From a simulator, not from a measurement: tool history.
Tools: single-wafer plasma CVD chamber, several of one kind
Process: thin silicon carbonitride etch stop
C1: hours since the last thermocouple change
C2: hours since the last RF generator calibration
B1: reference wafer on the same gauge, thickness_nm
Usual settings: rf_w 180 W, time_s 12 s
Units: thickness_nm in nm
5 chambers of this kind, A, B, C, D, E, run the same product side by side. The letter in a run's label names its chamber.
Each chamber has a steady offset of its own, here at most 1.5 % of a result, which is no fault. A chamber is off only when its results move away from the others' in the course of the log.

run 1A hour=16 | rf_w=180 time_s=12 | C1=1485.4 C2=2511 | B1=7.5735 | thickness_nm=6.6349
-- hour=19.2 chamber C: thermocouple changed; heater temperature recalibrated
run 2D hour=24.8 | rf_w=180 time_s=12 | C1=1819.4 C2=642.6 | B1=7.578 | thickness_nm=6.5569
run 3C hour=33.3 | rf_w=180 time_s=12 | C1=14.2 C2=1082.5 | B1=7.5831 | thickness_nm=6.5561
run 4E hour=45.4 | rf_w=180 time_s=12 | C1=1430.1 C2=143 | B1=7.5766 | thickness_nm=6.599
run 5B hour=59.3 | rf_w=180 time_s=12 | C1=1653.2 C2=664.5 | B1=7.5847 | thickness_nm=6.7143
run 6C hour=74.8 | rf_w=180 time_s=12 | C1=55.7 C2=1124 | B1=7.5772 | thickness_nm=6.5654
-- hour=85.3 chamber A: thermocouple changed; heater temperature recalibrated
run 7B hour=88.9 | rf_w=180 time_s=12 | C1=1682.8 C2=694.1 | B1=7.5859 | thickness_nm=6.7291
run 8D hour=97.8 | rf_w=180 time_s=12 | C1=1892.4 C2=715.6 | B1=7.5772 | thickness_nm=6.5809
run 9A hour=105.8 | rf_w=200 time_s=12.7 | C1=20.6 C2=2600.8 | B1=7.5743 | thickness_nm=7.2204
run 10E hour=117.6 | rf_w=200 time_s=12.7 | C1=1502.3 C2=215.2 | B1=7.5778 | thickness_nm=7.1874
run 11A hour=130.3 | rf_w=200 time_s=12.7 | C1=45.1 C2=2625.3 | B1=7.5724 | thickness_nm=7.2255
run 12E hour=138.2 | rf_w=200 time_s=12.7 | C1=1522.9 C2=235.8 | B1=7.5772 | thickness_nm=7.202
run 13C hour=151.3 | rf_w=200 time_s=12.7 | C1=132.2 C2=1200.5 | B1=7.5799 | thickness_nm=7.1864
run 14D hour=159.3 | rf_w=180 time_s=12 | C1=1953.9 C2=777.1 | B1=7.5806 | thickness_nm=6.6109
run 15B hour=170.7 | rf_w=215 time_s=12 | C1=1764.6 C2=775.9 | B1=7.5761 | thickness_nm=7.1133
run 16D hour=178.5 | rf_w=215 time_s=12 | C1=1973.1 C2=796.3 | B1=7.5789 | thickness_nm=6.8953
run 17B hour=193.4 | rf_w=215 time_s=12 | C1=1787.3 C2=798.6 | B1=7.5816 | thickness_nm=7.1
-- hour=203 chamber A: RF generator calibrated
run 18C hour=203 | rf_w=215 time_s=12 | C1=183.9 C2=1252.2 | B1=7.5844 | thickness_nm=6.965
run 19E hour=213.7 | rf_w=215 time_s=12 | C1=1598.4 C2=311.3 | B1=7.5826 | thickness_nm=7.0188
run 20A hour=225.5 | rf_w=205 time_s=12 | C1=140.3 C2=22.5 | B1=7.5818 | thickness_nm=6.8807
run 21A hour=232.7 | rf_w=205 time_s=12 | C1=147.5 C2=29.7 | B1=7.5777 | thickness_nm=6.897
run 22E hour=240.8 | rf_w=205 time_s=12 | C1=1625.5 C2=338.4 | B1=7.5818 | thickness_nm=6.8699
-- hour=241.8 chamber D: thermocouple changed; heater temperature recalibrated
run 23D hour=253 | rf_w=205 time_s=12 | C1=11.2 C2=870.8 | B1=7.5789 | thickness_nm=6.8162
run 24C hour=263.7 | rf_w=205 time_s=12 | C1=244.6 C2=1312.9 | B1=7.5853 | thickness_nm=6.7781
-- hour=265.4 chamber C: RF generator calibrated
run 25B hour=277.8 | rf_w=155 time_s=13.5 | C1=1871.7 C2=883 | B1=7.5806 | thickness_nm=7.183
run 26E hour=290 | rf_w=155 time_s=13.5 | C1=1674.7 C2=387.6 | B1=7.5795 | thickness_nm=7.1089
run 27A hour=304.1 | rf_w=155 time_s=13.5 | C1=218.9 C2=101.1 | B1=7.5705 | thickness_nm=7.0987
run 28B hour=318.5 | rf_w=155 time_s=13.5 | C1=1912.4 C2=923.7 | B1=7.5813 | thickness_nm=7.2081
run 29C hour=332.8 | rf_w=155 time_s=13.5 | C1=313.7 C2=67.5 | B1=7.5773 | thickness_nm=7.1024
run 30D hour=341.1 | rf_w=180 time_s=12 | C1=99.3 C2=958.9 | B1=7.5813 | thickness_nm=6.5081
run 31D hour=350.8 | rf_w=205 time_s=13.1 | C1=109 C2=968.6 | B1=7.5731 | thickness_nm=7.4472
run 32C hour=358.6 | rf_w=205 time_s=13.1 | C1=339.5 C2=93.3 | B1=7.5838 | thickness_nm=7.4716
run 33B hour=365.7 | rf_w=205 time_s=13.1 | C1=1959.6 C2=970.9 | B1=7.5817 | thickness_nm=7.6572
run 34E hour=381.2 | rf_w=205 time_s=13.1 | C1=1765.9 C2=478.8 | B1=7.5752 | thickness_nm=7.4809
run 35A hour=393 | rf_w=205 time_s=13.1 | C1=307.8 C2=190 | B1=7.583 | thickness_nm=7.5161
run 36E hour=402.2 | rf_w=180 time_s=12 | C1=1786.9 C2=499.8 | B1=7.5796 | thickness_nm=6.5736
run 37B hour=412.2 | rf_w=180 time_s=12 | C1=2006.1 C2=1017.4 | B1=7.5789 | thickness_nm=6.68
-- hour=416.5 chamber D: RF generator calibrated
run 38D hour=421.3 | rf_w=180 time_s=12 | C1=179.5 C2=4.9 | B1=7.5807 | thickness_nm=6.5613
run 39C hour=429.2 | rf_w=200 time_s=12 | C1=410.1 C2=163.9 | B1=7.58 | thickness_nm=6.8157

Next, every chamber runs the same settings. What will each give?
run 40A hour=440.8 | rf_w=180 time_s=12 | thickness_nm=?
run 40B hour=440.8 | rf_w=180 time_s=12 | thickness_nm=?
run 40C hour=440.8 | rf_w=180 time_s=12 | thickness_nm=?
run 40D hour=440.8 | rf_w=180 time_s=12 | thickness_nm=?
run 40E hour=440.8 | rf_w=180 time_s=12 | thickness_nm=?

run=40A thickness_nm=6.6099
run=40B thickness_nm=6.7327
run=40C thickness_nm=6.5575
run=40D thickness_nm=6.5494
run=40E thickness_nm=6.6298
